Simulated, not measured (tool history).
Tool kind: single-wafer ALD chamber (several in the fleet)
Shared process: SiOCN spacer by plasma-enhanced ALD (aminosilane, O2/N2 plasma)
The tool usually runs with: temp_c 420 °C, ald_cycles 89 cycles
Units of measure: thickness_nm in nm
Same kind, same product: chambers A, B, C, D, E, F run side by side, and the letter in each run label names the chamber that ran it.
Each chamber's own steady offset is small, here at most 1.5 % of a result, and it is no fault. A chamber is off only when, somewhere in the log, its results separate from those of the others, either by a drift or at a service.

| run | hour | temp_c | ald_cycles | read-back reference wafer on the same gauge, thickness_nm | thickness_nm |
|---|---|---|---|---|---|
| 1B | 3.8 | 420 | 89 | 4.955 | 5.06 |
| 2E | 7.8 | 420 | 89 | 4.9522 | 5.0425 |
| 3D | 12 | 420 | 89 | 4.9482 | 5.0041 |
| 4A | 18.5 | 420 | 89 | 4.9532 | 5.0354 |
| 5F | 22.2 | 420 | 89 | 4.9444 | 5.1108 |
| 6C | 27.4 | 420 | 89 | 4.9544 | 4.9872 |
| 7B | 32.4 | 420 | 89 | 4.9503 | 5.0453 |
| 8D | 39.4 | 420 | 89 | 4.9483 | 5.005 |
| 9C | 44.7 | 420 | 89 | 4.9546 | 5.0586 |
| 10E | 49.9 | 420 | 89 | 4.9485 | 4.9917 |
| 11A | 53.3 | 420 | 89 | 4.9506 | 5.0489 |
| 12F | 56.9 | 420 | 89 | 4.9506 | 5.1077 |
| 13D | 62.3 | 430 | 73 | 4.9442 | 3.9804 |
| 14A | 69.4 | 430 | 73 | 4.9518 | 3.9766 |
| 15E | 75.3 | 430 | 73 | 4.9475 | 3.9843 |
| 16C | 82.5 | 430 | 73 | 4.9495 | 3.9777 |
| 17F | 86.9 | 430 | 73 | 4.951 | 4.0331 |
| 18B | 92.3 | 430 | 73 | 4.9496 | 4.0268 |
| 19B | 99.6 | 420 | 75 | 4.9503 | 4.2331 |
| 20F | 103.8 | 420 | 75 | 4.9527 | 4.2988 |
| 21E | 109.5 | 420 | 75 | 4.9512 | 4.2054 |
| 22A | 113.3 | 420 | 75 | 4.9496 | 4.2792 |
| 23C | 117.8 | 420 | 75 | 4.9499 | 4.2316 |
| 24D | 123.5 | 420 | 75 | 4.9505 | 4.2399 |
| 25A | 129.7 | 420 | 89 | 4.9526 | 5.0338 |
| 26B | 133.3 | 420 | 89 | 4.95 | 5.0656 |
| 27E | 140 | 420 | 89 | 4.9541 | 5.0171 |
| 28C | 146.1 | 429 | 89 | 4.95 | 4.8691 |
| 29D | 151.6 | 429 | 89 | 4.951 | 4.8798 |
| 30F | 157.7 | 429 | 89 | 4.951 | 4.9305 |
| 31D | 164.3 | 429 | 89 | 4.9525 | 4.892 |
| 32A | 170.1 | 429 | 89 | 4.9558 | 4.8757 |
| 33F | 177.3 | 429 | 89 | 4.9533 | 4.9525 |
| 34E | 180.5 | 420 | 89 | 4.9504 | 4.9898 |
| 35B | 186.1 | 420 | 89 | 4.9525 | 5.0519 |
| 36C | 191.2 | 420 | 89 | 4.9436 | 5.0168 |
| 37D | 197.1 | 420 | 89 | 4.9523 | 5.0376 |

All 6 chambers run these settings next. Forecast each chamber's results:
| 38A | 202.3 | 420 | 89 |  | ? |
| 38B | 202.3 | 420 | 89 |  | ? |
| 38C | 202.3 | 420 | 89 |  | ? |
| 38D | 202.3 | 420 | 89 |  | ? |
| 38E | 202.3 | 420 | 89 |  | ? |
| 38F | 202.3 | 420 | 89 |  | ? |

| run | thickness_nm |
|---|---|
| 38A | 5.0435 |
| 38B | 5.0418 |
| 38C | 5.0431 |
| 38D | 5.0084 |
| 38E | 5.0259 |
| 38F | 5.0976 |

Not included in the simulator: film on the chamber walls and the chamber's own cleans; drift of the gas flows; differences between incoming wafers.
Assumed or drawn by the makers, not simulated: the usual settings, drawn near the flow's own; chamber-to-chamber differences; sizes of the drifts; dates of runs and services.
